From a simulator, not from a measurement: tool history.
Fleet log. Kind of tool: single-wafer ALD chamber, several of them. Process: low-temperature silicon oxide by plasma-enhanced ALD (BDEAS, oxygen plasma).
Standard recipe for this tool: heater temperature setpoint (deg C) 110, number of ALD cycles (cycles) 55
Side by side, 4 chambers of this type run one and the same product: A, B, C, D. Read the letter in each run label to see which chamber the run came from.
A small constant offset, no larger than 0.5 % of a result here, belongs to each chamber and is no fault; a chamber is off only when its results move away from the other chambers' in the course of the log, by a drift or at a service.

| run | hour | heater temperature setpoint (deg C) | number of ALD cycles (cycles) | read-back reference wafer on the same gauge, thickness_nm | mean film thickness on the monitor wafer (nm) |
|---|---|---|---|---|---|
| 1D | 6.7 | 110 | 55 | 7.2911 | 7.7501 |
| 2A | 11.6 | 110 | 55 | 7.2937 | 7.7018 |
| 3B | 17.4 | 110 | 55 | 7.2949 | 7.7206 |
| 4C | 24.7 | 110 | 55 | 7.2972 | 7.7424 |
| 5A | 32.5 | 110 | 55 | 7.2948 | 7.6808 |
| 6D | 41.7 | 110 | 55 | 7.2994 | 7.7831 |
| 7B | 51.5 | 110 | 55 | 7.3012 | 7.7245 |
| 8C | 57.3 | 110 | 55 | 7.3051 | 7.7495 |
| 9A | 62.2 | 110 | 55 | 7.3051 | 7.7007 |
| 10D | 72.1 | 110 | 55 | 7.3076 | 7.7826 |
| 11C | 76.5 | 110 | 55 | 7.3095 | 7.7664 |
| 12B | 84.9 | 110 | 55 | 7.3105 | 7.7520 |
| 13B | 91.3 | 110 | 55 | 7.3114 | 7.7594 |
| 14D | 100.7 | 110 | 55 | 7.3117 | 7.7746 |
| 15A | 105.2 | 110 | 55 | 7.3132 | 7.6983 |
| 16C | 110.1 | 120 | 55 | 7.3163 | 7.6162 |
| 17D | 116.2 | 120 | 55 | 7.3164 | 7.6491 |
| 18B | 121.8 | 120 | 55 | 7.3185 | 7.6111 |
| 19C | 130.5 | 120 | 55 | 7.3206 | 7.6039 |
| 20A | 140.1 | 110 | 55 | 7.3212 | 7.7181 |
| 21D | 145.0 | 110 | 55 | 7.3231 | 7.7752 |
| 22A | 151.9 | 110 | 55 | 7.3248 | 7.7245 |
| 23B | 159.4 | 110 | 55 | 7.3277 | 7.7657 |
| 24C | 167.7 | 110 | 55 | 7.3298 | 7.7895 |
| 25B | 174.9 | 110 | 55 | 7.3305 | 7.7781 |
| 26A | 179.8 | 110 | 55 | 7.3321 | 7.7209 |

All chambers now run identical settings, listed one chamber a line with results as question marks. What results will each chamber show?
| 27A | 186.8 | 110 | 62 |  | ? |
| 27B | 186.8 | 110 | 62 |  | ? |
| 27C | 186.8 | 110 | 62 |  | ? |
| 27D | 186.8 | 110 | 62 |  | ? |

| run | mean film thickness on the monitor wafer (nm) |
|---|---|
| 27A | 8.7270 |
| 27B | 8.7482 |
| 27C | 8.7734 |
| 27D | 8.8010 |
